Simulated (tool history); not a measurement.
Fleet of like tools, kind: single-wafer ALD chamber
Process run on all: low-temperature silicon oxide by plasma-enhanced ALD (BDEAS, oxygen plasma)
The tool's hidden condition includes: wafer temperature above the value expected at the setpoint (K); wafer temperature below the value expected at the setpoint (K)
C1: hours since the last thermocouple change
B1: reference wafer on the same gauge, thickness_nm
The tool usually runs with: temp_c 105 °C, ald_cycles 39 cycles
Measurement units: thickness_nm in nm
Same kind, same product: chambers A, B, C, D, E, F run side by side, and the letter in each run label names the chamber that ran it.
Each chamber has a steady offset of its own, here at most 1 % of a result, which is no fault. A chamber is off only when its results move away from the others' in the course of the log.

Run 1F, hour 12.4: usual settings; C1 319.4; B1 5.4211. Result: thickness_nm 5.5357 nm.
Run 2A, hour 20.6: usual settings; C1 824.6; B1 5.4218. Result: thickness_nm 5.5313 nm.
Run 3D, hour 31.9: usual settings; C1 78; B1 5.4229. Result: thickness_nm 5.4774 nm.
Run 4E, hour 42.9: usual settings; C1 1170; B1 5.421. Result: thickness_nm 5.5485 nm.
Run 5B, hour 56.6: usual settings; C1 363.1; B1 5.4234. Result: thickness_nm 5.555 nm.
Run 6C, hour 67.2: usual settings; C1 401.9; B1 5.4241. Result: thickness_nm 5.5487 nm.
Run 7C, hour 74.5: usual settings but ald_cycles 35 cycles; C1 409.2; B1 5.4231. Result: thickness_nm 4.9799 nm.
Run 8A, hour 83.7: usual settings but ald_cycles 35 cycles; C1 887.7; B1 5.4244. Result: thickness_nm 4.9562 nm.
Run 9E, hour 95.9: usual settings but ald_cycles 35 cycles; C1 1223; B1 5.4261. Result: thickness_nm 4.9812 nm.
Run 10F, hour 108.9: usual settings but ald_cycles 35 cycles; C1 415.9; B1 5.4261. Result: thickness_nm 4.9737 nm.
Run 11B, hour 120.3: usual settings but ald_cycles 35 cycles; C1 426.8; B1 5.427. Result: thickness_nm 4.9794 nm.
Run 12D, hour 133.1: usual settings but ald_cycles 35 cycles; C1 179.2; B1 5.4272. Result: thickness_nm 4.9077 nm.
Run 13C, hour 146.5: usual settings; C1 481.2; B1 5.427. Result: thickness_nm 5.5569 nm.
At hour 148.5: chamber A: thermocouple changed; heater temperature recalibrated.
Run 14A, hour 156.5: usual settings but temp_c 116 °C, ald_cycles 43 cycles; C1 8; B1 5.4277. Result: thickness_nm 5.9976 nm.
Run 15E, hour 171.3: usual settings but temp_c 116 °C, ald_cycles 43 cycles; C1 1298.4; B1 5.4279. Result: thickness_nm 5.9947 nm.
Run 16F, hour 183: usual settings but temp_c 116 °C, ald_cycles 43 cycles; C1 490; B1 5.4302. Result: thickness_nm 5.9908 nm.
Run 17D, hour 197.4: usual settings but temp_c 116 °C, ald_cycles 43 cycles; C1 243.5; B1 5.431. Result: thickness_nm 5.9199 nm.
Run 18B, hour 206.8: usual settings but temp_c 116 °C, ald_cycles 43 cycles; C1 513.3; B1 5.4313. Result: thickness_nm 6.0212 nm.
Run 19C, hour 220.3: usual settings but temp_c 116 °C, ald_cycles 43 cycles; C1 555; B1 5.4318. Result: thickness_nm 6.006 nm.
Run 20F, hour 235.1: usual settings; C1 542.1; B1 5.4322. Result: thickness_nm 5.545 nm.
Run 21A, hour 249.9: usual settings; C1 101.4; B1 5.4334. Result: thickness_nm 5.5401 nm.
Run 22E, hour 265.3: usual settings; C1 1392.4; B1 5.4362. Result: thickness_nm 5.5411 nm.
Run 23B, hour 279.8: usual settings; C1 586.3; B1 5.433. Result: thickness_nm 5.5689 nm.
Run 24D, hour 289.6: usual settings; C1 335.7; B1 5.4344. Result: thickness_nm 5.495 nm.
Run 25C, hour 303.9: usual settings; C1 638.6; B1 5.4367. Result: thickness_nm 5.5644 nm.
Run 26D, hour 314.6: usual settings; C1 360.7; B1 5.4364. Result: thickness_nm 5.4944 nm.
Run 27B, hour 330.3: usual settings; C1 636.8; B1 5.4366. Result: thickness_nm 5.5716 nm.
Run 28F, hour 342.6: usual settings; C1 649.6; B1 5.438. Result: thickness_nm 5.5509 nm.
Run 29A, hour 351.5: usual settings; C1 203; B1 5.4404. Result: thickness_nm 5.5518 nm.
Run 30E, hour 361.7: usual settings but temp_c 111 °C, ald_cycles 46 cycles; C1 1488.8; B1 5.44. Result: thickness_nm 6.4856 nm.
Run 31B, hour 374.5: usual settings but temp_c 111 °C, ald_cycles 46 cycles; C1 681; B1 5.4408. Result: thickness_nm 6.5095 nm.
Run 32E, hour 389.4: usual settings but temp_c 111 °C, ald_cycles 46 cycles; C1 1516.5; B1 5.441. Result: thickness_nm 6.4845 nm.
Run 33C, hour 402.6: usual settings but temp_c 111 °C, ald_cycles 46 cycles; C1 737.3; B1 5.4428. Result: thickness_nm 6.4873 nm.
Run 34A, hour 416.5: usual settings but temp_c 111 °C, ald_cycles 46 cycles; C1 268; B1 5.4431. Result: thickness_nm 6.4711 nm.
Run 35F, hour 431.7: usual settings but temp_c 111 °C, ald_cycles 46 cycles; C1 738.7; B1 5.4433. Result: thickness_nm 6.4919 nm.
Run 36D, hour 444: usual settings; C1 490.1; B1 5.4425. Result: thickness_nm 5.4949 nm.
Run 37C, hour 458.8: usual settings but ald_cycles 36 cycles; C1 793.5; B1 5.444. Result: thickness_nm 5.1486 nm.
Run 38D, hour 466.3: usual settings but ald_cycles 36 cycles; C1 512.4; B1 5.4446. Result: thickness_nm 5.0727 nm.
Run 39A, hour 473.3: usual settings but ald_cycles 36 cycles; C1 324.8; B1 5.4464. Result: thickness_nm 5.138 nm.
Run 40E, hour 482: usual settings but ald_cycles 36 cycles; C1 1609.1; B1 5.4447. Result: thickness_nm 5.1405 nm.
Run 41F, hour 492.9: usual settings but ald_cycles 36 cycles; C1 799.9; B1 5.4481. Result: thickness_nm 5.1358 nm.
Run 42B, hour 504.4: usual settings but ald_cycles 36 cycles; C1 810.9; B1 5.4462. Result: thickness_nm 5.145 nm.
Run 43B, hour 513.4: usual settings; C1 819.9; B1 5.4485. Result: thickness_nm 5.5771 nm.

All 6 chambers run these settings next. Forecast each chamber's results:
Run 44A, hour 524.8: usual settings. Result: thickness_nm ?.
Run 44B, hour 524.8: usual settings. Result: thickness_nm ?.
Run 44C, hour 524.8: usual settings. Result: thickness_nm ?.
Run 44D, hour 524.8: usual settings. Result: thickness_nm ?.
Run 44E, hour 524.8: usual settings. Result: thickness_nm ?.
Run 44F, hour 524.8: usual settings. Result: thickness_nm ?.

run  thickness_nm
44A        5.5699
44B        5.5733
44C        5.5934
44D         5.501
44E         5.566
44F        5.5558
